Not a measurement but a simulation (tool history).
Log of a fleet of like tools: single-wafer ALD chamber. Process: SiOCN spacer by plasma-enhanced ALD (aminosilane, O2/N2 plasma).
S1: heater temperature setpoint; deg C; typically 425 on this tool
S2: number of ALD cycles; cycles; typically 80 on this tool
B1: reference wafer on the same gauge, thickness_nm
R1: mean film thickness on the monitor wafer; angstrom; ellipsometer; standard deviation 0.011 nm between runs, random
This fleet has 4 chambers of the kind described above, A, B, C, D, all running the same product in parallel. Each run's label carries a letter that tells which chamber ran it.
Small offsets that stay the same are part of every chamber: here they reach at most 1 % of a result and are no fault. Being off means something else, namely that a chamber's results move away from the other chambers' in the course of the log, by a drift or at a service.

| run | day | S1 | S2 | B1 | R1 |
|---|---|---|---|---|---|
| 1D | 0.175 | 425 | 80 | 3.9798 | 44.898 |
| 2B | 0.367 | 425 | 80 | 3.9814 | 44.550 |
| 3C | 0.533 | 425 | 80 | 3.9781 | 44.541 |
| 4A | 0.671 | 425 | 80 | 3.9809 | 45.050 |
| 5D | 0.817 | 425 | 80 | 3.9816 | 45.052 |
| 6A | 1.021 | 425 | 80 | 3.9795 | 44.636 |
| 7C | 1.279 | 425 | 80 | 3.9791 | 44.516 |
| 8B | 1.442 | 430 | 80 | 3.9842 | 43.532 |
| 9D | 1.671 | 430 | 80 | 3.9783 | 44.369 |
| 10B | 1.825 | 430 | 80 | 3.9791 | 43.721 |
| 11C | 2.108 | 430 | 80 | 3.9796 | 43.983 |
| 12A | 2.367 | 425 | 80 | 3.9799 | 44.867 |
| 13D | 2.504 | 425 | 80 | 3.9784 | 44.893 |
| 14B | 2.679 | 425 | 80 | 3.9766 | 44.456 |
| 15C | 2.854 | 425 | 80 | 3.9792 | 44.443 |
| 16A | 3.133 | 425 | 80 | 3.9788 | 44.826 |
| 17D | 3.296 | 425 | 80 | 3.9793 | 44.985 |
|  | 3.342 | chamber C: thermocouple changed; heater temperature recalibrated |
| 18A | 3.483 | 425 | 80 | 3.9784 | 44.791 |
| 19B | 3.762 | 425 | 80 | 3.9798 | 44.480 |
| 20C | 3.908 | 425 | 80 | 3.9817 | 43.826 |
| 21B | 4.075 | 425 | 80 | 3.9803 | 44.393 |
| 22C | 4.296 | 435 | 95 | 3.9814 | 50.140 |
| 23A | 4.608 | 435 | 95 | 3.9805 | 51.597 |
| 24D | 4.833 | 435 | 95 | 3.9812 | 51.527 |
| 25B | 4.971 | 435 | 95 | 3.9780 | 50.976 |
| 26C | 5.221 | 425 | 80 | 3.9833 | 43.589 |
| 27A | 5.475 | 425 | 80 | 3.9795 | 44.883 |
| 28D | 5.717 | 425 | 80 | 3.9808 | 45.047 |
| 29D | 6.004 | 425 | 80 | 3.9772 | 44.974 |
| 30B | 6.321 | 432 | 69 | 3.9808 | 37.434 |
| 31A | 6.483 | 432 | 69 | 3.9802 | 37.876 |

Read the log: is a single chamber off, either drifting away or since a service, is the gauge that measures every chamber drifting, or is nothing wrong beyond small per-chamber offsets? Name any odd chamber and what most likely caused it.

A service on chamber C put it out of line with the rest.
Likeliest cause: wafer temperature above the value expected at the setpoint (K) = 4.88.

Which of the 4 candidates below, each the usual settings with something changed and its results left as question marks, puts chamber C back in line with what the other chambers give on the usual settings?
In line means no further than this from the other chambers' mean on the usual settings: R1 0.400 angstrom
| 32C-1 | 6.712 | 425 | 84 |  | ? |
| 32C-2 | 6.712 | 439 | 80 |  | ? |
| 32C-3 | 6.712 | 425 | 82 |  | ? |
| 32C-4 | 6.712 | 425 | 78 |  | ? |

What the other chambers average on the usual settings: R1 44.756 angstrom
| run | R1 |
|---|---|
| 32C-1 | 45.892 |
| 32C-2 | 41.711 |
| 32C-3 | 44.799 |
| 32C-4 | 42.614 |
It is 32C-3 that realigns the chamber with its peers.
